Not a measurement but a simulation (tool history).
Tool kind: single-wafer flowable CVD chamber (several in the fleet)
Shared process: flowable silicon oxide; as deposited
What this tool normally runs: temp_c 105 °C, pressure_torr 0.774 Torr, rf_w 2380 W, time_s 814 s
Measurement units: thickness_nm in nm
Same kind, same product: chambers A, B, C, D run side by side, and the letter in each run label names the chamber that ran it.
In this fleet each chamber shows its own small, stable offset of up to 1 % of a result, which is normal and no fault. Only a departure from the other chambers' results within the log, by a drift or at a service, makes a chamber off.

run,hour,temp_c,pressure_torr,rf_w,time_s,"read-back reference wafer on the same gauge, thickness_nm",thickness_nm
1B,4,105,0.774,2380,814,452.29,414.82
2C,7.5,105,0.774,2380,814,451.8,408.98
3D,11.6,105,0.774,2380,814,452.05,410.87
4A,14.4,105,0.774,2380,814,451.93,416.72
5C,17.5,105,0.774,2380,814,452.18,407.71
6D,20.4,105,0.774,2380,814,452.03,410.32
7A,23.4,105,0.774,2380,814,452.03,416.47
8B,26.9,105,0.715,2380,705,452.1,323.07
9A,29.8,105,0.715,2380,705,452.13,325.37
10D,32.8,105,0.715,2380,705,452.13,320.94
11C,37.4,105,0.715,2380,705,451.85,318.23
12B,39.8,105,0.774,2380,814,452.06,416.4
13A,43.6,105,0.774,2380,814,451.82,417.06
14C,45.8,105,0.774,2380,814,451.99,409.16
15B,49.1,105,0.774,2380,814,452.06,415.34
16D,51.8,105,0.774,2380,814,451.92,411.02
17A,55.6,105,0.774,2380,814,452.07,418.18
18C,58.5,105,0.774,2380,814,452.18,409.72
# hour 60.5: chamber C: thermocouple changed; heater temperature recalibrated
19B,61.5,105,0.702,2380,717,451.87,319.75
20D,64.1,105,0.702,2380,717,452.01,318.59
21C,66.3,105,0.702,2380,717,452.09,309.29
22D,70.6,105,0.702,2380,717,452.2,317.66
23B,73.1,105,0.774,2380,814,451.98,416.56
24A,75.8,105,0.774,2380,814,452,416.05
25D,78.6,105,0.774,2380,814,451.74,411.32
26C,83.2,105,0.884,2380,814,452.13,476.03
27A,85.8,105,0.884,2380,814,451.83,494.16
28B,90,105,0.884,2380,814,451.82,494.3
29A,92.6,105,0.884,2380,814,452.01,493.7
30B,97.3,105,0.774,2380,814,451.85,413.97
31D,101.9,105,0.774,2380,814,452.04,411.02
32C,105.3,105,0.774,2380,814,451.99,399.86

Next, every chamber runs the same settings. What will each give?
33A,108.8,105,0.774,2380,814,,?
33B,108.8,105,0.774,2380,814,,?
33C,108.8,105,0.774,2380,814,,?
33D,108.8,105,0.774,2380,814,,?

run,thickness_nm
33A,416.65
33B,415.62
33C,400.4
33D,412.06
